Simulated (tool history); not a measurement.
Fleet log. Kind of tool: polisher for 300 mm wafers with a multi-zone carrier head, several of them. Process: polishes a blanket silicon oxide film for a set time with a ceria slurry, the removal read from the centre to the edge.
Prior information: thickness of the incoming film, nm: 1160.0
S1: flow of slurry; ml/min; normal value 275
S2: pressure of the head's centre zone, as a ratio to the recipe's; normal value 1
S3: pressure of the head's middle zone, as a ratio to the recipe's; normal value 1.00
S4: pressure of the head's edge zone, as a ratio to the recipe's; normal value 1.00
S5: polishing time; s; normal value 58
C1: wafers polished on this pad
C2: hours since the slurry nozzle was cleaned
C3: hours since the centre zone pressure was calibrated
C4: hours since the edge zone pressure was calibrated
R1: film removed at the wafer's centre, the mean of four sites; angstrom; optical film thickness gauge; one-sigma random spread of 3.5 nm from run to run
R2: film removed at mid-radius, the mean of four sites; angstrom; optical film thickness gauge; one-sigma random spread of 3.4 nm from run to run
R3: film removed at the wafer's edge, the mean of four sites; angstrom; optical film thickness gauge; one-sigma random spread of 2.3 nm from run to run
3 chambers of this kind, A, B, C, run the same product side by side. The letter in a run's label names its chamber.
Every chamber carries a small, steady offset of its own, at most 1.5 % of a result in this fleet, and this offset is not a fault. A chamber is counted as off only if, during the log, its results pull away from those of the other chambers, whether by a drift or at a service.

| run | day | S1 | S2 | S3 | S4 | S5 | C1 | C2 | C3 | C4 | R1 | R2 | R3 |
|---|---|---|---|---|---|---|---|---|---|---|---|---|---|
|  | 0.396 | chamber B: edge zone pressure recalibrated |
| 1A | 0.408 | 275 | 1 | 1.00 | 1.00 | 58 | 685 | 310.3 | 213.8 | 1002.9 | 3423.7 | 3317.4 | 3402.9 |
| 2B | 0.767 | 275 | 1 | 1.00 | 1.00 | 58 | 904 | 227.3 | 409.7 | 9.0 | 3363.0 | 3373.9 | 3333.0 |
| 3C | 1.183 | 275 | 1 | 1.00 | 1.00 | 58 | 1452 | 179.8 | 1378.1 | 410.1 | 3324.2 | 3339.6 | 3349.7 |
| 4A | 1.700 | 275 | 1 | 1.00 | 1.00 | 58 | 900 | 341.3 | 244.8 | 1033.9 | 3393.6 | 3348.7 | 3369.7 |
| 5B | 2.271 | 275 | 1 | 0.94 | 0.96 | 58 | 1154 | 263.4 | 445.8 | 45.1 | 3306.8 | 3192.2 | 3308.2 |
|  | 2.275 | chamber C: worn pad replaced by a new one |
| 6C | 2.638 | 275 | 1 | 0.94 | 0.96 | 58 | 60 | 214.7 | 1413.0 | 445.0 | 3272.9 | 3181.3 | 3248.9 |
| 7A | 2.950 | 275 | 1 | 0.94 | 0.96 | 58 | 1108 | 371.3 | 274.8 | 1063.9 | 3406.0 | 3215.6 | 3296.4 |
| 8C | 3.408 | 275 | 1 | 1.00 | 1.00 | 58 | 188 | 233.2 | 1431.5 | 463.5 | 3353.7 | 3451.6 | 3364.6 |
| 9B | 3.779 | 275 | 1 | 1.00 | 1.00 | 58 | 1404 | 299.6 | 482.0 | 81.3 | 3325.0 | 3306.2 | 3367.9 |
| 10A | 4.292 | 275 | 1 | 1.00 | 1.00 | 58 | 1331 | 403.5 | 307.0 | 1096.1 | 3322.3 | 3361.5 | 3300.0 |
|  | 4.483 | chamber C: centre zone pressure recalibrated |
|  | 4.512 | chamber B: worn pad replaced by a new one |
| 11C | 4.688 | 275 | 1 | 1.00 | 1.00 | 58 | 401 | 263.9 | 5.0 | 494.2 | 3274.7 | 3428.0 | 3363.0 |
|  | 4.771 | chamber C: slurry nozzle cleaned |
| 12B | 5.117 | 275 | 1 | 1.10 | 1.00 | 58 | 100 | 331.7 | 514.1 | 113.4 | 3316.1 | 3630.7 | 3406.0 |
| 13C | 5.679 | 275 | 1 | 1.10 | 1.00 | 58 | 566 | 21.9 | 28.8 | 518.0 | 3341.0 | 3727.9 | 3349.8 |
| 14A | 6.146 | 275 | 1 | 1.10 | 1.00 | 58 | 1639 | 448.0 | 351.5 | 1140.6 | 3342.6 | 3581.9 | 3292.2 |
| 15B | 6.721 | 275 | 1 | 1.00 | 1.00 | 58 | 367 | 370.2 | 552.6 | 151.9 | 3372.0 | 3316.8 | 3403.1 |
| 16B | 7.192 | 275 | 1 | 1.00 | 1.00 | 58 | 445 | 381.5 | 563.9 | 163.2 | 3350.7 | 3361.1 | 3390.4 |
| 17C | 7.525 | 275 | 1 | 1.00 | 1.00 | 58 | 872 | 66.2 | 73.1 | 562.3 | 3271.9 | 3373.0 | 3366.6 |
| 18A | 8.079 | 275 | 1 | 1.00 | 1.00 | 58 | 1960 | 494.4 | 397.9 | 1187.0 | 3277.6 | 3288.2 | 3241.9 |
| 19C | 8.375 | 275 | 1 | 1.00 | 1.00 | 58 | 1014 | 86.6 | 93.5 | 582.7 | 3308.0 | 3425.9 | 3394.6 |
| 20B | 8.912 | 275 | 1 | 1.00 | 1.00 | 58 | 731 | 422.8 | 605.2 | 204.5 | 3323.8 | 3288.5 | 3397.3 |
| 21A | 9.271 | 275 | 1 | 1.00 | 1.00 | 58 | 2158 | 523.0 | 426.5 | 1215.6 | 3239.3 | 3257.6 | 3208.2 |
|  | 9.400 | chamber B: slurry nozzle cleaned |
| 22B | 9.900 | 275 | 1 | 1.00 | 1.00 | 58 | 895 | 12.0 | 628.9 | 228.2 | 3361.7 | 3373.8 | 3412.6 |
|  | 10.104 | chamber C: worn pad replaced by a new one |
| 23A | 10.250 | 275 | 1 | 1.00 | 1.00 | 58 | 2321 | 546.5 | 450.0 | 1239.1 | 3267.0 | 3240.0 | 3218.2 |
| 24C | 10.562 | 275 | 1 | 1.00 | 1.00 | 58 | 76 | 139.1 | 146.0 | 635.2 | 3331.8 | 3436.5 | 3348.1 |
|  | 10.896 | chamber A: slurry nozzle cleaned |
| 25A | 11.021 | 275 | 1 | 1.00 | 1.00 | 58 | 2449 | 3.1 | 468.5 | 1257.6 | 3188.2 | 3258.7 | 3220.1 |
| 26C | 11.533 | 275 | 1 | 1.00 | 1.00 | 58 | 238 | 162.4 | 169.3 | 658.5 | 3302.8 | 3399.3 | 3393.4 |
| 27B | 12.138 | 275 | 1 | 1.00 | 1.00 | 58 | 1267 | 65.7 | 682.6 | 281.9 | 3349.3 | 3403.0 | 3416.4 |
|  | 12.521 | chamber B: worn pad replaced by a new one |
| 28B | 12.529 | 275 | 1 | 1.00 | 1.00 | 58 | 1 | 75.1 | 692.0 | 291.3 | 3379.8 | 3367.6 | 3401.8 |

For the next run the whole fleet of 3 chambers uses the same settings. Give each chamber's results:
| 29A | 12.975 | 275 | 1 | 1.00 | 1.08 | 58 |  |  |  |  | ? | ? | ? |
| 29B | 12.975 | 275 | 1 | 1.00 | 1.08 | 58 |  |  |  |  | ? | ? | ? |
| 29C | 12.975 | 275 | 1 | 1.00 | 1.08 | 58 |  |  |  |  | ? | ? | ? |

| run | R1 | R2 | R3 |
|---|---|---|---|
| 29A | 3223.1 | 3208.5 | 3293.6 |
| 29B | 3291.1 | 3309.0 | 3521.4 |
| 29C | 3372.2 | 3406.8 | 3520.9 |
